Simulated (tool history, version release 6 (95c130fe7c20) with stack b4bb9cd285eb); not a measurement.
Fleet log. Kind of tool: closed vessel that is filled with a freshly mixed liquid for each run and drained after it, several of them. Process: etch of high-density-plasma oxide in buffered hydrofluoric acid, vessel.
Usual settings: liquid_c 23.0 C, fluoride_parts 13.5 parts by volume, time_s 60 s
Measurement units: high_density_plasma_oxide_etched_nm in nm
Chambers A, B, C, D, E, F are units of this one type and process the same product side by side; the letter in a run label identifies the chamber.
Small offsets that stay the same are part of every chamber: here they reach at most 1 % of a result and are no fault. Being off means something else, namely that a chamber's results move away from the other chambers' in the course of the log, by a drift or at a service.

run     day  liquid_c  fluoride_parts  time_s  read-back film thickness of the high-density-plasma oxide reference wafer, read on the same gauge (nm)  high_density_plasma_oxide_etched_nm
 1E   0.379      23.0            13.5      60                                                                                                  89.992                               77.390
 2A   0.879      23.0            13.5      60                                                                                                  89.975                               78.764
 3B   1.288      23.0            13.5      60                                                                                                  90.007                               77.837
 4D   1.688      23.0            13.5      60                                                                                                  89.972                               77.517
 5C   2.112      23.0            13.5      60                                                                                                  89.967                               80.529
      2.346  -- chamber B: thermometer replaced
 6F   2.417      23.0            13.5      40                                                                                                  89.993                               52.006
 7A   2.917      23.0            13.5      40                                                                                                  89.997                               53.357
 8B   3.142      23.0            13.5      40                                                                                                  89.986                               52.686
 9C   3.596      23.0            13.5      40                                                                                                  89.987                               53.314
10F   3.958      23.0            13.5      40                                                                                                  90.034                               51.471
11D   4.229      23.0            13.5      40                                                                                                  90.023                               51.885
12E   4.596      23.0            13.5      60                                                                                                  89.993                               80.375
13B   4.917      23.0            13.5      60                                                                                                  90.016                               79.682
14A   5.371      21.0             9.0      60                                                                                                  90.010                              100.650
15C   5.800      21.0             9.0      60                                                                                                  89.981                              101.300
16E   6.275      21.0             9.0      60                                                                                                  89.948                              102.320
      6.558  -- chamber C: thermometer replaced
17D   6.658      21.0             9.0      60                                                                                                  90.028                               97.491
18F   7.150      21.0             9.0      60                                                                                                  89.983                               99.074
19E   7.521      21.0             9.0      60                                                                                                  90.043                              104.660
20C   7.938      23.0            13.5      60                                                                                                  90.041                               79.375
21A   8.279      23.0            13.5      60                                                                                                  90.001                               79.750
22F   8.567      23.0            13.5      60                                                                                                  89.986                               78.669
23D   8.983      23.0            13.5      60                                                                                                  89.986                               77.790
24B   9.317      20.5            17.5      60                                                                                                  90.022                               52.636
25E   9.596      20.5            17.5      60                                                                                                  90.010                               54.499
      9.992  -- chamber D: thermometer replaced
26D  10.017      20.5            17.5      60                                                                                                  89.989                               53.070
27F  10.338      20.5            17.5      60                                                                                                  89.990                               52.761
28A  10.771      20.5            17.5      60                                                                                                  89.995                               52.472
29B  11.179      20.5            17.5      60                                                                                                  89.984                               52.463
30C  11.521      23.0            13.5      60                                                                                                  89.992                               79.082
31C  11.996      23.0            13.5      60                                                                                                  89.964                               79.107
32E  12.392      23.0            13.5      60                                                                                                  90.038                               83.524
33D  12.729      23.0            13.5      60                                                                                                  90.003                               76.877
34F  13.125      23.0            13.5      60                                                                                                  90.001                               76.640
35A  13.396      23.0            13.5      30                                                                                                  90.013                               38.953
36B  13.629      23.0            13.5      30                                                                                                  90.042                               38.739
37C  14.038      23.0            13.5      30                                                                                                  90.024                               39.249
38A  14.396      23.0            13.5      30                                                                                                  90.014                               39.569
39B  14.683      23.0            13.5      30                                                                                                  90.011                               38.785

Predict what each chamber gives when all 6 of them run the settings below next.
40A  15.046      23.0            13.5      45                                                                                                                                            ?
40B  15.046      23.0            13.5      45                                                                                                                                            ?
40C  15.046      23.0            13.5      45                                                                                                                                            ?
40D  15.046      23.0            13.5      45                                                                                                                                            ?
40E  15.046      23.0            13.5      45                                                                                                                                            ?
40F  15.046      23.0            13.5      45                                                                                                                                            ?

run  high_density_plasma_oxide_etched_nm
40A                               58.604
40B                               58.744
40C                               58.619
40D                               58.822
40E                               62.950
40F                               57.429

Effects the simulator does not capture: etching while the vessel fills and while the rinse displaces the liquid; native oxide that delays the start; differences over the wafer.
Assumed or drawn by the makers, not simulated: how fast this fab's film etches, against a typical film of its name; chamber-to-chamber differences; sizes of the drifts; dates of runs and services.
